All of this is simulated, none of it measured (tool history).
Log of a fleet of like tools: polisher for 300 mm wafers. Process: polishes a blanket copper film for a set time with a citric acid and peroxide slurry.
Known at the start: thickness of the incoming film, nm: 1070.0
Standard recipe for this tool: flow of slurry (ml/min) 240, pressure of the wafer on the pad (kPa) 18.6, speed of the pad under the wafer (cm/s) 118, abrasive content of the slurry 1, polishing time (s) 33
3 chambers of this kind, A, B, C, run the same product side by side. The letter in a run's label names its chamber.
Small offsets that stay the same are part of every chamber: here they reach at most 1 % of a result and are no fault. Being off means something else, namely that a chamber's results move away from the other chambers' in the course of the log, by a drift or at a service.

| run | hour | flow of slurry (ml/min) | pressure of the wafer on the pad (kPa) | speed of the pad under the wafer (cm/s) | abrasive content of the slurry | polishing time (s) | wafers polished on this pad | hours since the slurry nozzle was cleaned | hours since the head pressure was calibrated | hours since the slurry blender was calibrated | film removed (Å) |
|---|---|---|---|---|---|---|---|---|---|---|---|
| 1A | 7.1 | 240 | 18.6 | 118 | 1 | 33 | 812 | 50.5 | 609.2 | 168.1 | 778.33 |
|  | 11.3 | chamber C: worn pad replaced by a new one |
| 2B | 17.4 | 240 | 18.6 | 118 | 1 | 33 | 680 | 316.4 | 522.9 | 184.3 | 780.05 |
| 3C | 30.4 | 240 | 18.6 | 118 | 1 | 33 | 276 | 70.8 | 242.7 | 351.4 | 784.38 |
|  | 32.9 | chamber B: slurry nozzle cleaned |
| 4A | 40.4 | 240 | 18.6 | 118 | 1 | 33 | 1295 | 83.8 | 642.5 | 201.4 | 781.5 |
|  | 40.6 | chamber A: slurry blender recalibrated |
|  | 47 | chamber B: worn pad replaced by a new one |
|  | 47.6 | chamber A: worn pad replaced by a new one |
| 5B | 52.3 | 240 | 18.6 | 118 | 1 | 33 | 77 | 19.4 | 557.8 | 219.2 | 783.05 |
| 6C | 62.3 | 240 | 18.6 | 118 | 1 | 33 | 739 | 102.7 | 274.6 | 383.3 | 770.77 |
| 7A | 76.1 | 240 | 18.6 | 118 | 1 | 33 | 413 | 119.5 | 678.2 | 35.6 | 781.67 |
| 8B | 87.2 | 295 | 18.6 | 118 | 0.8 | 33 | 582 | 54.3 | 592.7 | 254.1 | 758.37 |
| 9C | 95.8 | 295 | 18.6 | 118 | 0.8 | 33 | 1224 | 136.2 | 308.1 | 416.8 | 761.84 |
|  | 99.2 | chamber C: worn pad replaced by a new one |
| 10A | 108.8 | 295 | 18.6 | 118 | 0.8 | 33 | 887 | 152.2 | 710.9 | 68.3 | 759.39 |
|  | 109.7 | chamber B: worn pad replaced by a new one |
|  | 116.9 | chamber B: head pressure recalibrated |
|  | 120 | chamber C: slurry blender recalibrated |
| 11C | 122.1 | 240 | 18.6 | 118 | 1 | 33 | 332 | 162.5 | 334.4 | 2.1 | 770.87 |
|  | 126.9 | chamber A: worn pad replaced by a new one |
| 12B | 133.7 | 240 | 18.6 | 118 | 1 | 33 | 348 | 100.8 | 16.9 | 300.6 | 772.06 |
|  | 136.5 | chamber C: head pressure recalibrated |
| 13B | 146.3 | 240 | 18.6 | 118 | 1 | 33 | 531 | 113.4 | 29.5 | 313.2 | 780.6 |
| 14C | 157.1 | 240 | 18.6 | 118 | 1 | 33 | 839 | 197.5 | 20.7 | 37.1 | 840.66 |
| 15A | 164.5 | 240 | 18.6 | 138 | 1.1 | 33 | 546 | 207.9 | 766.6 | 124 | 923.42 |
| 16C | 174.9 | 240 | 18.6 | 138 | 1.1 | 33 | 1097 | 215.3 | 38.5 | 54.9 | 1002.7 |
| 17A | 188.7 | 240 | 18.6 | 138 | 1.1 | 33 | 896 | 232.1 | 790.8 | 148.2 | 911.65 |
|  | 188.9 | chamber B: worn pad replaced by a new one |
| 18B | 202 | 240 | 24.1 | 156 | 1 | 33 | 190 | 169.1 | 85.2 | 368.9 | 1343.8 |
|  | 204.3 | chamber C: worn pad replaced by a new one |
| 19B | 212.2 | 240 | 24.1 | 156 | 1 | 33 | 337 | 179.3 | 95.4 | 379.1 | 1331.8 |
|  | 220.2 | chamber A: slurry blender recalibrated |
|  | 225.5 | chamber A: worn pad replaced by a new one |
| 20A | 226.9 | 240 | 24.1 | 156 | 1 | 33 | 20 | 270.3 | 829 | 6.7 | 1317.3 |
| 21C | 233.8 | 240 | 18.6 | 118 | 1 | 33 | 428 | 274.2 | 97.4 | 113.8 | 838.41 |
| 22C | 246.8 | 240 | 18.6 | 90 | 1 | 33 | 616 | 287.2 | 110.4 | 126.8 | 638.89 |
|  | 250.5 | chamber B: worn pad replaced by a new one |
| 23A | 253.2 | 240 | 18.6 | 90 | 1 | 33 | 402 | 296.6 | 855.3 | 33 | 592.47 |
| 24B | 267.9 | 240 | 18.6 | 90 | 1 | 33 | 253 | 235 | 151.1 | 434.8 | 599.29 |
| 25B | 274.5 | 240 | 18.6 | 118 | 1 | 33 | 348 | 241.6 | 157.7 | 441.4 | 771.51 |
| 26C | 286.9 | 240 | 18.6 | 118 | 1 | 33 | 1197 | 327.3 | 150.5 | 166.9 | 833.01 |
|  | 301.3 | chamber C: worn pad replaced by a new one |
| 27A | 301.4 | 240 | 18.6 | 118 | 1 | 33 | 1100 | 344.8 | 903.5 | 81.2 | 775.31 |
| 28C | 309.3 | 240 | 18.6 | 118 | 1 | 33 | 116 | 349.7 | 172.9 | 189.3 | 830.32 |
|  | 316.8 | chamber A: worn pad replaced by a new one |
| 29B | 318 | 240 | 18.6 | 118 | 1 | 33 | 979 | 285.1 | 201.2 | 484.9 | 783.77 |
|  | 320.4 | chamber B: slurry blender recalibrated |
|  | 326.7 | chamber B: worn pad replaced by a new one |
| 30A | 330.5 | 240 | 18.6 | 118 | 1 | 33 | 199 | 373.9 | 932.6 | 110.3 | 767.93 |
|  | 336.7 | chamber B: slurry nozzle cleaned |
| 31C | 344.1 | 240 | 18.6 | 118 | 1 | 33 | 620 | 384.5 | 207.7 | 224.1 | 841.35 |
| 32B | 353.5 | 240 | 18.6 | 118 | 1 | 33 | 389 | 16.8 | 236.7 | 33.2 | 783.87 |
| 33A | 361.3 | 240 | 18.6 | 118 | 1 | 33 | 645 | 404.7 | 963.4 | 141.1 | 780.2 |

Next, every chamber runs the same settings. What will each give?
| 34A | 371.8 | 240 | 18.6 | 118 | 1 | 33 |  |  |  |  | ? |
| 34B | 371.8 | 240 | 18.6 | 118 | 1 | 33 |  |  |  |  | ? |
| 34C | 371.8 | 240 | 18.6 | 118 | 1 | 33 |  |  |  |  | ? |

| run | film removed (Å) |
|---|---|
| 34A | 773.86 |
| 34B | 783.75 |
| 34C | 844.5 |
